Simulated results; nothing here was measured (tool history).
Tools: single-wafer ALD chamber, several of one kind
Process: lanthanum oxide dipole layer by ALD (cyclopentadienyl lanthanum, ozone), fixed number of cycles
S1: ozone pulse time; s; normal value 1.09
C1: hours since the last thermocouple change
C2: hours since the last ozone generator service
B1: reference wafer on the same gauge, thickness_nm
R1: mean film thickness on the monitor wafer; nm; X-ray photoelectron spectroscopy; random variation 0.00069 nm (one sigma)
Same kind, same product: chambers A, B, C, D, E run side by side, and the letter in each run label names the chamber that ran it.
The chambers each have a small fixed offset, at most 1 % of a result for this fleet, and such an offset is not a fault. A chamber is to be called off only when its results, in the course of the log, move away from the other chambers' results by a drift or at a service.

run 1B hour=5.4 | S1=1.09 | C1=1134.6 C2=1635 | B1=0.44287 | R1=0.51507
run 2C hour=10.7 | S1=1.09 | C1=266 C2=493 | B1=0.44276 | R1=0.51278
run 3D hour=15.3 | S1=1.09 | C1=2949.9 C2=34.1 | B1=0.44286 | R1=0.50935
run 4A hour=19.8 | S1=1.09 | C1=357.6 C2=410.8 | B1=0.44256 | R1=0.51633
run 5E hour=25.2 | S1=1.09 | C1=2120.5 C2=968.3 | B1=0.44261 | R1=0.5093
run 6D hour=27.7 | S1=1.09 | C1=2962.3 C2=46.5 | B1=0.44254 | R1=0.5084
run 7E hour=31.2 | S1=1.09 | C1=2126.5 C2=974.3 | B1=0.44253 | R1=0.50872
-- hour=36.3 chamber B: ozone generator serviced
run 8C hour=36.9 | S1=1.09 | C1=292.2 C2=519.2 | B1=0.44237 | R1=0.51165
run 9A hour=42.3 | S1=0.68 | C1=380.1 C2=433.3 | B1=0.44236 | R1=0.43233
run 10B hour=47.6 | S1=0.68 | C1=1176.8 C2=11.3 | B1=0.44224 | R1=0.43093
run 11E hour=50.5 | S1=0.68 | C1=2145.8 C2=993.6 | B1=0.44223 | R1=0.42509
run 12A hour=53.8 | S1=0.68 | C1=391.6 C2=444.8 | B1=0.4421 | R1=0.43179
run 13B hour=57.2 | S1=0.68 | C1=1186.4 C2=20.9 | B1=0.44206 | R1=0.43097
run 14D hour=61.2 | S1=1.29 | C1=2995.8 C2=80 | B1=0.44179 | R1=0.52855
run 15C hour=64 | S1=1.29 | C1=319.3 C2=546.3 | B1=0.44181 | R1=0.53284
run 16A hour=66.6 | S1=1.29 | C1=404.4 C2=457.6 | B1=0.44186 | R1=0.53536
run 17B hour=70.6 | S1=1.29 | C1=1199.8 C2=34.3 | B1=0.44178 | R1=0.53521
run 18C hour=74.1 | S1=1.29 | C1=329.4 C2=556.4 | B1=0.44175 | R1=0.53356
run 19E hour=79.7 | S1=1.09 | C1=2175 C2=1022.8 | B1=0.44185 | R1=0.50895
-- hour=82 chamber E: ozone generator serviced
run 20D hour=83.8 | S1=0.9 | C1=3018.4 C2=102.6 | B1=0.44171 | R1=0.47567
run 21E hour=87.2 | S1=0.9 | C1=2182.5 C2=5.2 | B1=0.44142 | R1=0.4793
run 22C hour=91.3 | S1=0.9 | C1=346.6 C2=573.6 | B1=0.4416 | R1=0.48135
run 23B hour=96.4 | S1=0.9 | C1=1225.6 C2=60.1 | B1=0.4413 | R1=0.48387
-- hour=99.2 chamber D: thermocouple changed; heater temperature recalibrated
run 24A hour=99.6 | S1=0.9 | C1=437.4 C2=490.6 | B1=0.44146 | R1=0.48443
run 25D hour=102.1 | S1=1.09 | C1=3 C2=120.9 | B1=0.4413 | R1=0.5072
run 26B hour=106.7 | S1=1.09 | C1=1235.9 C2=70.4 | B1=0.44135 | R1=0.51343
-- hour=110 chamber E: thermocouple changed; heater temperature recalibrated
run 27E hour=112.1 | S1=1.09 | C1=2.2 C2=30.1 | B1=0.44118 | R1=0.50857
run 28C hour=116.1 | S1=1.09 | C1=371.4 C2=598.4 | B1=0.44108 | R1=0.51115
run 29D hour=119.2 | S1=1.09 | C1=20.1 C2=138 | B1=0.44095 | R1=0.50663
run 30A hour=122.5 | S1=1.39 | C1=460.3 C2=513.5 | B1=0.44106 | R1=0.54361
run 31A hour=128 | S1=1.39 | C1=465.8 C2=519 | B1=0.44076 | R1=0.54188
run 32B hour=131.5 | S1=1.39 | C1=1260.7 C2=95.2 | B1=0.44086 | R1=0.54289
run 33D hour=135.5 | S1=1.39 | C1=36.4 C2=154.3 | B1=0.44069 | R1=0.53417
run 34E hour=138.5 | S1=1.39 | C1=28.6 C2=56.5 | B1=0.44061 | R1=0.53704
run 35C hour=142.4 | S1=1.09 | C1=397.7 C2=624.7 | B1=0.44061 | R1=0.51096

Is one chamber out of step, is the gauge drifting, or do the chambers differ by no more than their own small offsets? For an off chamber, give its letter and the likeliest cause.

It is the gauge, not a chamber: its drift shows up in every chamber's results at once, and no chamber is off.
Cause: gauge reads low (%) = 0.555.
